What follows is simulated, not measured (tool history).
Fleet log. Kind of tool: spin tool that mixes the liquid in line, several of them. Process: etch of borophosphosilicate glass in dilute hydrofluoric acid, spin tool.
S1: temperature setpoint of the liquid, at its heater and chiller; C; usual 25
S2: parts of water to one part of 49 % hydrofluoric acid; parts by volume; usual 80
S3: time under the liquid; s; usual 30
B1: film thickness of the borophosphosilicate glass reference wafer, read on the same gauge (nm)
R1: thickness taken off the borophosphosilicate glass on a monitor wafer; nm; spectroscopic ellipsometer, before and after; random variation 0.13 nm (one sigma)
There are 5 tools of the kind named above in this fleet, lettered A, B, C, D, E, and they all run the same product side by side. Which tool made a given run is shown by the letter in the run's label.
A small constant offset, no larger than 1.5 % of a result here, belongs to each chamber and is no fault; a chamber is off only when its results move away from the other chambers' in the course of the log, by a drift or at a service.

Run 1E, hour 9.7: usual settings; B1 130.00. Result: R1 17.992 nm.
Run 2D, hour 15.5: usual settings; B1 129.99. Result: R1 17.820 nm.
Run 3C, hour 22.6: usual settings; B1 129.99. Result: R1 18.028 nm.
Run 4A, hour 31.9: usual settings; B1 129.98. Result: R1 17.654 nm.
Run 5B, hour 37.0: usual settings; B1 130.01. Result: R1 17.908 nm.
Run 6B, hour 44.8: usual settings; B1 130.03. Result: R1 17.961 nm.
Run 7D, hour 52.6: usual settings; B1 130.00. Result: R1 18.016 nm.
Run 8E, hour 58.3: usual settings; B1 130.01. Result: R1 17.979 nm.
At hour 60.4: chamber A: thermometer replaced.
Run 9A, hour 62.8: usual settings; B1 129.99. Result: R1 17.936 nm.
At hour 64.5: chamber D: thermometer replaced.
Run 10C, hour 71.5: usual settings; B1 129.99. Result: R1 18.073 nm.
Run 11B, hour 78.5: usual settings; B1 130.00. Result: R1 17.959 nm.
Run 12E, hour 86.8: usual settings; B1 129.99. Result: R1 17.989 nm.
Run 13C, hour 94.8: usual settings; B1 130.01. Result: R1 18.181 nm.
Run 14A, hour 104.2: usual settings; B1 130.01. Result: R1 17.647 nm.
Run 15D, hour 110.3: usual settings; B1 130.02. Result: R1 18.186 nm.
Run 16A, hour 117.2: usual settings; B1 129.99. Result: R1 17.850 nm.
Run 17B, hour 125.3: usual settings; B1 129.98. Result: R1 18.029 nm.
Run 18E, hour 133.2: usual settings but S1 30 C, S2 110 parts by volume; B1 130.01. Result: R1 15.150 nm.
Run 19D, hour 137.8: usual settings but S1 30 C, S2 110 parts by volume; B1 130.00. Result: R1 15.264 nm.
At hour 144.7: chamber D: hydrofluoric acid flow meter replaced.
Run 20C, hour 146.2: usual settings but S1 30 C, S2 110 parts by volume; B1 129.99. Result: R1 15.455 nm.
Run 21A, hour 150.6: usual settings but S1 30 C, S2 110 parts by volume; B1 129.99. Result: R1 15.078 nm.
Run 22C, hour 159.6: usual settings but S1 30 C, S2 110 parts by volume; B1 130.01. Result: R1 15.742 nm.
Run 23D, hour 164.3: usual settings; B1 130.00. Result: R1 17.993 nm.
Run 24E, hour 171.9: usual settings; B1 130.00. Result: R1 17.740 nm.
Run 25B, hour 177.5: usual settings; B1 130.00. Result: R1 17.968 nm.
Run 26B, hour 183.2: usual settings; B1 129.99. Result: R1 18.094 nm.
Run 27D, hour 189.4: usual settings but S2 60 parts by volume, S3 15 s; B1 130.00. Result: R1 12.381 nm.
Run 28C, hour 198.6: usual settings but S2 60 parts by volume, S3 15 s; B1 129.98. Result: R1 12.556 nm.
Run 29E, hour 203.8: usual settings but S2 60 parts by volume, S3 15 s; B1 129.99. Result: R1 12.127 nm.
Run 30A, hour 211.2: usual settings but S2 60 parts by volume, S3 15 s; B1 130.02. Result: R1 12.167 nm.
Run 31D, hour 217.7: usual settings but S2 60 parts by volume, S3 15 s; B1 129.99. Result: R1 12.451 nm.
Run 32C, hour 227.1: usual settings; B1 130.01. Result: R1 18.375 nm.
Run 33B, hour 232.7: usual settings; B1 129.98. Result: R1 17.997 nm.
Run 34A, hour 242.2: usual settings; B1 130.00. Result: R1 17.798 nm.
Run 35E, hour 248.4: usual settings but S3 45 s; B1 129.98. Result: R1 26.747 nm.
Run 36D, hour 256.7: usual settings but S3 45 s; B1 130.00. Result: R1 27.103 nm.
Run 37A, hour 266.0: usual settings but S3 45 s; B1 130.00. Result: R1 26.319 nm.
Run 38E, hour 270.9: usual settings but S3 45 s; B1 130.02. Result: R1 26.504 nm.
Run 39C, hour 278.5: usual settings but S3 45 s; B1 129.99. Result: R1 27.999 nm.
Run 40B, hour 287.5: usual settings but S2 45 parts by volume; B1 129.98. Result: R1 33.225 nm.
Run 41D, hour 294.6: usual settings but S2 45 parts by volume; B1 130.00. Result: R1 33.856 nm.
Run 42E, hour 300.9: usual settings but S2 45 parts by volume; B1 129.97. Result: R1 32.697 nm.
Run 43B, hour 306.5: usual settings but S2 45 parts by volume; B1 130.00. Result: R1 33.488 nm.
Run 44C, hour 312.4: usual settings but S2 45 parts by volume; B1 129.99. Result: R1 34.652 nm.

Read the log: is a single chamber off, either drifting away or since a service, is the gauge that measures every chamber drifting, or is nothing wrong beyond small per-chamber offsets? Name any odd chamber and what most likely caused it.

Chamber C drifts away from the others.
What lies behind it: hydrofluoric acid flow above the setpoint (%) = 3.94.
It could be hard to tell apart here from: liquid hotter than its thermometer reads (K).

Below are 4 candidate recipes for chamber C's next run, each the usual settings with a change, their results shown as question marks. Which of them brings C's results back in line with what the other chambers give on the usual settings?
In-line tolerance around the mean of the other chambers on the usual settings: R1 0.450 nm
Run 45C-1, hour 319.5: usual settings but S1 24.0 C. Result: R1 ?.
Run 45C-2, hour 319.5: usual settings but S1 24.5 C, S2 85 parts by volume. Result: R1 ?.
Run 45C-3, hour 319.5: usual settings but S1 25.5 C, S2 75 parts by volume. Result: R1 ?.
Run 45C-4, hour 319.5: usual settings but S1 26.0 C. Result: R1 ?.

The mean the other chambers reach with the usual settings: R1 17.914 nm
  run      R1
45C-1  17.986
45C-2  17.184
45C-3  20.515
45C-4  19.514
45C-1 brings the chamber back in line.
